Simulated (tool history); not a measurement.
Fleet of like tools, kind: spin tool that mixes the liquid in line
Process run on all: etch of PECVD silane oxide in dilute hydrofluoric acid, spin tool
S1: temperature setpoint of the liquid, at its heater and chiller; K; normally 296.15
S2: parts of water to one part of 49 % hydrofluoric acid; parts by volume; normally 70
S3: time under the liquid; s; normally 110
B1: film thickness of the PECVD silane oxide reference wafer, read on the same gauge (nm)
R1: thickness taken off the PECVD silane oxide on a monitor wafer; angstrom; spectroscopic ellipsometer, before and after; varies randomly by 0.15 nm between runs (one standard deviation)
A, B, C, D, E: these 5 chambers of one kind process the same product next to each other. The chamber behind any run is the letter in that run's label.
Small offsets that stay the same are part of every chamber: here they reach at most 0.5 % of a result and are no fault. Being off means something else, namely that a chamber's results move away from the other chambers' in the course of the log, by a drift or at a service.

run     day      S1   S2   S3      B1      R1
 1E   0.458  296.15   70  110  79.997  287.85
 2A   0.858  296.15   70  110  80.021  286.80
 3D   1.425  296.15   70  110  79.992  289.76
 4C   1.921  296.15   70  110  79.989  287.75
 5B   2.304  296.15   70  110  80.004  285.99
 6B   2.908  296.15   70  110  79.971  286.95
 7E   3.442  296.15   70  110  79.990  290.51
 8C   3.879  296.15   70  170  79.996  444.92
 9A   4.383  296.15   70  170  80.012  443.70
10D   5.000  296.15   70  170  80.003  442.37
11A   5.446  296.15   70  170  80.000  445.37
      5.950  -- chamber C: hydrofluoric acid flow meter replaced
12D   5.992  296.15   70  170  79.992  443.50
      6.229  -- chamber D: thermometer replaced
13B   6.417  296.15   70  110  80.004  284.64
14E   6.846  296.15   70  110  80.000  284.25
15C   7.146  296.15   70  110  79.990  285.71
16B   7.612  298.65  105  110  79.985  202.07
17C   8.038  298.65  105  110  79.987  202.85
18D   8.508  298.65  105  110  79.992  202.21
19E   8.779  298.65  105  110  80.008  202.41
20A   9.175  298.65  105  110  80.005  203.99
21D   9.646  296.15   70  110  79.991  287.46
22B  10.208  296.15   70  110  80.001  287.04
23E  10.600  296.15   70  110  79.976  290.32
24C  11.071  296.15   70  110  79.989  286.63
25A  11.683  296.15   70  110  80.003  287.72
26B  12.304  293.15   70   50  79.997  114.17
27A  12.633  293.15   70   50  79.971  115.90
28D  13.108  293.15   70   50  80.019  114.74
29E  13.471  293.15   70   50  80.010  114.78
30C  13.988  293.15   70   50  79.991  116.19
31C  14.588  296.15   70  110  79.999  289.16
32D  14.900  296.15   70  110  79.996  289.01
33B  15.329  296.15   70  110  80.009  289.36
34A  15.771  296.15   70  110  80.008  288.91
35E  16.354  296.15   70  110  79.998  287.19
36E  16.675  296.15   70  110  79.989  290.03
37D  17.004  296.15   70  110  79.993  287.84
38B  17.471  296.15   70  110  80.007  282.95
     17.917  -- chamber C: thermometer replaced
39C  17.983  296.15   70  110  79.995  286.84
40A  18.596  296.15   70  110  80.014  288.65
41C  19.104  296.15   70  110  80.004  287.74
42E  19.646  296.15   70  110  79.995  286.79

Which is it: a chamber that has drifted or been left off by a service, a gauge drift common to all chambers, or only each chamber's usual small offset? If a chamber is off, name it and its likeliest cause.

The fleet is healthy, with each chamber sitting at its usual small offset and no drift in the gauge.
